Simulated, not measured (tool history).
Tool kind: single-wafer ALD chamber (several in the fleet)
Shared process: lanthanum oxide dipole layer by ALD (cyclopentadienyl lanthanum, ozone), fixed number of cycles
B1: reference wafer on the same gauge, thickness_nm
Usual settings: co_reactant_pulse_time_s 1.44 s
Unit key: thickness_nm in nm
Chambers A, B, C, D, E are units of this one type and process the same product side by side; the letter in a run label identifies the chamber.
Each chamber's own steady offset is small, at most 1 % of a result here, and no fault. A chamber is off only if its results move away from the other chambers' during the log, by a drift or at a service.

Run 1D, hour 7.8: usual settings; B1 0.62298. Result: thickness_nm 0.55070 nm.
Run 2C, hour 18.8: usual settings; B1 0.62286. Result: thickness_nm 0.54372 nm.
Run 3A, hour 27.2: usual settings; B1 0.62287. Result: thickness_nm 0.54451 nm.
Run 4E, hour 39.3: usual settings; B1 0.62262. Result: thickness_nm 0.54785 nm.
Run 5B, hour 49.5: usual settings; B1 0.62241. Result: thickness_nm 0.54658 nm.
Run 6D, hour 57.8: usual settings but co_reactant_pulse_time_s 1.64 s; B1 0.62221. Result: thickness_nm 0.56047 nm.
Run 7B, hour 70.1: usual settings but co_reactant_pulse_time_s 1.64 s; B1 0.62245. Result: thickness_nm 0.55702 nm.
Run 8C, hour 79.2: usual settings but co_reactant_pulse_time_s 1.64 s; B1 0.62202. Result: thickness_nm 0.55205 nm.
Run 9E, hour 92.1: usual settings but co_reactant_pulse_time_s 1.64 s; B1 0.62202. Result: thickness_nm 0.55751 nm.
Run 10A, hour 100.9: usual settings but co_reactant_pulse_time_s 1.64 s; B1 0.62184. Result: thickness_nm 0.55571 nm.
At hour 110.8: chamber B: ozone generator serviced.
Run 11D, hour 114.0: usual settings; B1 0.62170. Result: thickness_nm 0.54774 nm.
Run 12B, hour 120.0: usual settings; B1 0.62146. Result: thickness_nm 0.54622 nm.
Run 13E, hour 132.0: usual settings; B1 0.62167. Result: thickness_nm 0.54622 nm.
Run 14A, hour 145.5: usual settings; B1 0.62147. Result: thickness_nm 0.54295 nm.
Run 15C, hour 154.8: usual settings; B1 0.62119. Result: thickness_nm 0.54306 nm.
Run 16E, hour 162.5: usual settings; B1 0.62132. Result: thickness_nm 0.54496 nm.
Run 17B, hour 175.0: usual settings; B1 0.62149. Result: thickness_nm 0.54649 nm.
Run 18C, hour 184.1: usual settings but co_reactant_pulse_time_s 1.98 s; B1 0.62115. Result: thickness_nm 0.56246 nm.
Run 19D, hour 191.6: usual settings but co_reactant_pulse_time_s 1.98 s; B1 0.62094. Result: thickness_nm 0.56778 nm.
Run 20A, hour 200.8: usual settings but co_reactant_pulse_time_s 1.98 s; B1 0.62099. Result: thickness_nm 0.56747 nm.
At hour 210.8: chamber A: thermocouple changed; heater temperature recalibrated.
Run 21C, hour 213.0: usual settings but co_reactant_pulse_time_s 1.98 s; B1 0.62054. Result: thickness_nm 0.56050 nm.
Run 22B, hour 219.5: usual settings but co_reactant_pulse_time_s 1.98 s; B1 0.62059. Result: thickness_nm 0.56652 nm.
Run 23E, hour 230.7: usual settings but co_reactant_pulse_time_s 1.94 s; B1 0.62044. Result: thickness_nm 0.56619 nm.
Run 24A, hour 243.3: usual settings but co_reactant_pulse_time_s 1.94 s; B1 0.62045. Result: thickness_nm 0.56559 nm.
Run 25D, hour 252.1: usual settings but co_reactant_pulse_time_s 1.94 s; B1 0.62044. Result: thickness_nm 0.56795 nm.
Run 26C, hour 264.3: usual settings but co_reactant_pulse_time_s 1.94 s; B1 0.62020. Result: thickness_nm 0.56077 nm.
Run 27B, hour 272.1: usual settings but co_reactant_pulse_time_s 1.94 s; B1 0.62016. Result: thickness_nm 0.56673 nm.
Run 28E, hour 280.6: usual settings; B1 0.61987. Result: thickness_nm 0.54370 nm.
Run 29D, hour 286.6: usual settings; B1 0.62010. Result: thickness_nm 0.54665 nm.
Run 30A, hour 294.7: usual settings; B1 0.61997. Result: thickness_nm 0.54108 nm.
Run 31D, hour 304.3: usual settings; B1 0.61969. Result: thickness_nm 0.54596 nm.
Run 32C, hour 313.0: usual settings; B1 0.61951. Result: thickness_nm 0.54040 nm.
Run 33A, hour 324.4: usual settings; B1 0.61937. Result: thickness_nm 0.54255 nm.
Run 34B, hour 334.2: usual settings but co_reactant_pulse_time_s 1.68 s; B1 0.61961. Result: thickness_nm 0.55725 nm.
Run 35E, hour 347.6: usual settings but co_reactant_pulse_time_s 1.68 s; B1 0.61911. Result: thickness_nm 0.55680 nm.
Run 36B, hour 356.7: usual settings but co_reactant_pulse_time_s 1.68 s; B1 0.61914. Result: thickness_nm 0.55538 nm.
Run 37A, hour 364.1: usual settings but co_reactant_pulse_time_s 1.68 s; B1 0.61913. Result: thickness_nm 0.55458 nm.
Run 38D, hour 375.3: usual settings but co_reactant_pulse_time_s 1.68 s; B1 0.61910. Result: thickness_nm 0.55726 nm.

Read the log: is a single chamber off, either drifting away or since a service, is the gauge that measures every chamber drifting, or is nothing wrong beyond small per-chamber offsets? Name any odd chamber and what most likely caused it.

The shared gauge is drifting. All chambers look as if they move in step, but none is off.
Cause: gauge reads low (%) = 0.662.
